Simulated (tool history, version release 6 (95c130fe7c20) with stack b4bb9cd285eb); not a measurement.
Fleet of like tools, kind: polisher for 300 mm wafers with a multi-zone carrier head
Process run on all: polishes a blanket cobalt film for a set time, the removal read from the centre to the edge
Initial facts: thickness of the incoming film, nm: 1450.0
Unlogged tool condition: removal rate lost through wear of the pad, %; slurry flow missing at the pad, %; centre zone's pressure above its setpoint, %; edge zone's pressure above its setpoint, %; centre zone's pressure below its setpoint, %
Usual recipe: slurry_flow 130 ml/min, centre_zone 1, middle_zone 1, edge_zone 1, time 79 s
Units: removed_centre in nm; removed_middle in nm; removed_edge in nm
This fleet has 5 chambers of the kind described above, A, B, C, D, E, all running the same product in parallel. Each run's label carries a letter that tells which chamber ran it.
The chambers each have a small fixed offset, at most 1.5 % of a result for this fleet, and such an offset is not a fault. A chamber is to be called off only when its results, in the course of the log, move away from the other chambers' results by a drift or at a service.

run,hour,slurry_flow,centre_zone,middle_zone,edge_zone,time,wafers polished on this pad,hours since the slurry nozzle was cleaned,hours since the centre zone pressure was calibrated,hours since the edge zone pressure was calibrated,removed_centre,removed_middle,removed_edge
# hour 0.3: chamber C: worn pad replaced by a new one
1E,3.1,130,1,1,1,79,117,12,226.8,714.6,286.21,295.43,292.75
2B,6.8,130,1,1,1,79,772,60.3,1049.1,450.5,294.61,296.57,285.77
3C,10.3,130,1,1,1,79,70,184.9,381.5,814.4,291.68,293.23,291.54
4D,13.9,130,1,1,1,79,641,318,898,87.7,292.83,300.03,287.59
5A,16.8,145,1.04,1,1,79,1073,245.9,1083.8,72.4,314.68,299.79,299.18
6D,21.7,145,1.04,1,1,79,696,325.8,905.8,95.5,313.39,303.06,291.57
7E,26.7,145,1.04,1,1,79,283,35.6,250.4,738.2,315.92,296.95,299.89
8A,29.3,145,1.04,1,1,79,1161,258.4,1096.3,84.9,313.51,297.41,300.82
9C,34.2,145,1.04,1,1,79,238,208.8,405.4,838.3,325.19,302.23,299.99
# hour 35.7: chamber D: slurry nozzle cleaned
10B,36.7,130,1,1,1,79,982,90.2,1079,480.4,291.88,292.37,294.24
# hour 37.7: chamber A: worn pad replaced by a new one
# hour 38.2: chamber D: worn pad replaced by a new one
11E,39.2,130,1,1,1,79,371,48.1,262.9,750.7,292,294.81,291.22
# hour 41.3: chamber D: centre zone pressure recalibrated
12A,41.5,130,1,1,1,79,26,270.6,1108.5,97.1,301.31,294.77,297.34
13B,44.1,130,1,1,1,79,1034,97.6,1086.4,487.8,286.21,297.79,297.2
14D,46.3,130,1,1,1,79,57,10.7,5.1,120.1,268.26,296.35,290.74
15C,51.4,130,1,1,1,79,359,226,422.6,855.5,290.94,290.49,290.78
16D,56.2,130,1,1,1,79,126,20.6,15,130,261.67,297.52,291.12
17E,59.1,160,1,1,1.1,79,511,68,282.8,770.6,302.53,305.57,319.53
18A,61.3,160,1,1,1.1,79,165,290.4,1128.3,116.9,312.84,305.03,325.15
19B,65,160,1,1,1.1,79,1181,118.5,1107.3,508.7,307.11,309.8,323.97
20C,68.8,160,1,1,1.1,79,481,243.4,440,872.9,308.22,302.71,318.78
# hour 71.4: chamber A: slurry nozzle cleaned
21D,72.8,160,1,1,1.1,79,243,37.2,31.6,146.6,275.07,310.88,312.56
# hour 76: chamber E: worn pad replaced by a new one
22B,76.5,115,1,1,1,105,1262,130,1118.8,520.2,377.88,388.77,379.08
# hour 78.5: chamber B: worn pad replaced by a new one
# hour 78.9: chamber C: slurry nozzle cleaned
23A,80.7,115,1,1,1,105,302,9.4,1147.7,136.3,381.91,377.19,386.51
# hour 81.4: chamber C: edge zone pressure recalibrated
24C,85.8,115,1,1,1,105,600,7,457,4.4,374.96,381.7,384.64
25E,89.4,115,1,1,1,105,94,98.3,313.1,800.9,368.81,377.57,389.96
26C,91.9,115,1,1,1,105,643,13.1,463.1,10.5,374.3,377.06,385.55
27A,95.8,130,1,1,1,79,408,24.5,1162.8,151.4,293.03,290.65,295.33
28B,98,130,0.91,1,1,101,137,151.5,1140.3,541.7,337.51,381.1,373.65
29E,101.2,130,0.91,1,1,101,177,110.1,324.9,812.7,340.22,383.51,380.32
30D,103.9,130,0.91,1,1,101,461,68.3,62.7,177.7,300.53,376.65,368.59
31A,108.8,130,0.91,1,1,101,499,37.5,1175.8,164.4,341.86,371.58,381.04
32B,112.2,130,0.91,1,1,101,236,165.7,1154.5,555.9,336.53,382.65,376.88
33E,117.3,130,1,1,1,79,290,126.2,341,828.8,296.62,292.69,301.72
34C,120.2,130,1,1,0.91,79,842,41.4,491.4,38.8,296.12,292.99,279.78

Does one chamber stand apart from the rest, does the shared gauge drift, or is all well apart from small per-chamber offsets? Give the chamber and the most likely cause, where there is one.

A service left chamber D off against the others.
Likeliest cause: centre zone's pressure below its setpoint, % = 10.5.

Which of the 4 candidates below, each the usual settings with something changed and its results left as question marks, puts chamber D back in line with what the other chambers give on the usual settings?
In line means no further than this from the other chambers' mean on the usual settings: removed_centre 12 nm; removed_middle 8.6 nm; removed_edge 12 nm
35D-1,123.9,130,1.03,0.99,0.99,79,,,,,?,?,?
35D-2,123.9,125,0.91,1.03,1.02,78,,,,,?,?,?
35D-3,123.9,130,0.97,1.01,1.01,79,,,,,?,?,?
35D-4,123.9,135,1.09,0.97,0.98,80,,,,,?,?,?

The mean the other chambers reach with the usual settings: removed_centre 293.14 nm; removed_middle 294.59 nm; removed_edge 294.09 nm
run,removed_centre,removed_middle,removed_edge
35D-1,267.88,294.45,288.26
35D-2,228.76,299.14,287.17
35D-3,250.94,300.03,291.22
35D-4,291.07,294.89,292.13
The answer is 35D-4, which returns the chamber to within the allowed miss of the others.

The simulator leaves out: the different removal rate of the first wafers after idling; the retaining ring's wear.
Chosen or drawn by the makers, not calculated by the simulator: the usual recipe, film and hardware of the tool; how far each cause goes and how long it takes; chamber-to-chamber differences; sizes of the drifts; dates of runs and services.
